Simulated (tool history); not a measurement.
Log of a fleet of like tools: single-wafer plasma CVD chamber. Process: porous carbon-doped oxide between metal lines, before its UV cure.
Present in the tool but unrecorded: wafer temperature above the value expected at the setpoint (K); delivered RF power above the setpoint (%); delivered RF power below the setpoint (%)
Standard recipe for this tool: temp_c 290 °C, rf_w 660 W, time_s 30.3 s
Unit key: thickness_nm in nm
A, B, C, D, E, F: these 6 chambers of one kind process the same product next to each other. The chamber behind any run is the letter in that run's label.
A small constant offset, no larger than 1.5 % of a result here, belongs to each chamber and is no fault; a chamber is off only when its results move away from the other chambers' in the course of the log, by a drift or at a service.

run   hour  temp_c  rf_w  time_s  hours since the last thermocouple change  hours since the last RF generator calibration  read-back reference wafer on the same gauge, thickness_nm  thickness_nm
 1B    3.9     290   660    30.3                                    2363.7                                           1789                                                     183.05        205.72
 2F    8.5     290   660    30.3                                     235.8                                          762.1                                                     183.02        207.56
 3A   11.3     290   660    30.3                                     614.5                                         1012.2                                                     183.14        207.39
 4D   16.2     290   660    30.3                                     646.4                                         1359.8                                                     183.05        208.64
 5E   19.1     290   660    30.3                                    1728.6                                          907.4                                                     182.82        204.89
 6C   23.6     290   660    30.3                                     526.5                                           44.6                                                     182.97        205.81
 7C   27.9     290   580    33.5                                     530.8                                           48.9                                                     183.17        208.98
 8F   33.2     290   580    33.5                                     260.5                                          786.8                                                     182.82        211.44
 9E   36.5     290   580    33.5                                      1746                                          924.8                                                     183.01        207.07
10A   40.1     290   580    33.5                                     643.3                                           1041                                                     182.85        210.73
11D     44     290   580    33.5                                     674.2                                         1387.6                                                     182.86        211.78
12B   47.4     290   580    33.5                                    2407.2                                         1832.5                                                     183.08        209.42
13B   51.9     290   660    30.3                                    2411.7                                           1837                                                     182.95        206.85
14D   56.4     290   660    30.3                                     686.6                                           1400                                                     182.94        209.21
      58.6  -- chamber B: thermocouple changed; heater temperature recalibrated
15C   60.7     290   660    30.3                                     563.6                                           81.7                                                     183.12        205.23
16A   65.8     290   660    30.3                                       669                                         1066.7                                                     182.96        207.07
17E     70     290   660    30.3                                    1779.5                                          958.3                                                     183.01        205.48
18F   73.2     290   660    30.3                                     300.5                                          826.8                                                     182.91        208.34
19F   77.4     290   660    30.3                                     304.7                                            831                                                     183.11        208.61
20A   82.5     290   660    30.3                                     685.7                                         1083.4                                                     182.92        206.84
21D   87.3     290   660    30.3                                     717.5                                         1430.9                                                     182.94        209.36
22C     91     290   660    30.3                                     593.9                                            112                                                     183.01        206.52
23B     96     290   660    30.3                                      37.5                                         1881.1                                                        183        200.48
24E    101     290   660    30.3                                    1810.5                                          989.3                                                     183.02        204.96
25B  104.9     299   660    30.3                                      46.4                                           1890                                                     183.05        191.19
26E  109.1     299   660    30.3                                    1818.6                                          997.4                                                     183.04        194.87
27F  113.8     299   660    30.3                                     341.1                                          867.4                                                        183        197.52
28D  118.4     299   660    30.3                                     748.6                                           1462                                                     183.11        198.31
29A  121.7     299   660    30.3                                     724.9                                         1122.6                                                     183.01        196.89
     122.2  -- chamber E: RF generator calibrated
30C  125.1     299   660    30.3                                       628                                          146.1                                                      182.9        194.13
31C  128.2     290   660    30.3                                     631.1                                          149.2                                                     182.86        206.43
32F  132.8     290   660    30.3                                     360.1                                          886.4                                                     182.91        208.41
33E  135.4     275   570    30.3                                    1844.9                                           13.3                                                     182.86        204.77
34B  139.2     275   570    30.3                                      80.7                                         1924.3                                                     182.99        199.96
35A  144.2     275   570    30.3                                     747.4                                         1145.1                                                     183.08        207.24
36D  148.3     275   570    30.3                                     778.5                                         1491.9                                                     182.99        209.12
37D  153.1     275   570    30.3                                     783.3                                         1496.7                                                     183.02        209.55
38E  157.5     275   570    30.3                                      1867                                           35.4                                                     182.84        204.29
39F  159.8     290   660    30.3                                     387.1                                          913.4                                                     182.85        208.28

Decide between three cases: one chamber stands off from its peers, the gauge reading all wafers drifts, or nothing is wrong past each chamber's small offset. Where a chamber is off, say which and what most likely put it there.

A service on chamber B put it out of line with the rest.
What lies behind it: wafer temperature above the value expected at the setpoint (K) = 5.53.

Here are 4 candidates for chamber B's next run, each the usual settings with a change, their results left as question marks. Which one brings its results back in line with what the others give on the usual settings?
Maximum distance from the other chambers' mean on the usual settings for a result to count as in line: thickness_nm 2.4 nm
40B-1  163.6     290   665    30.5                                                                                                                                                                 ?
40B-2  163.6     292   660    30.3                                                                                                                                                                 ?
40B-3  163.6     289   660    31.1                                                                                                                                                                 ?
40B-4  163.6     295   660    30.3                                                                                                                                                                 ?

Usual-settings mean across the other chambers: thickness_nm 207.23 nm
  run  thickness_nm
40B-1        203.09
40B-2        198.53
40B-3        207.16
40B-4        195.18
40B-3 is the one that brings the chamber's results back in line with the other chambers.
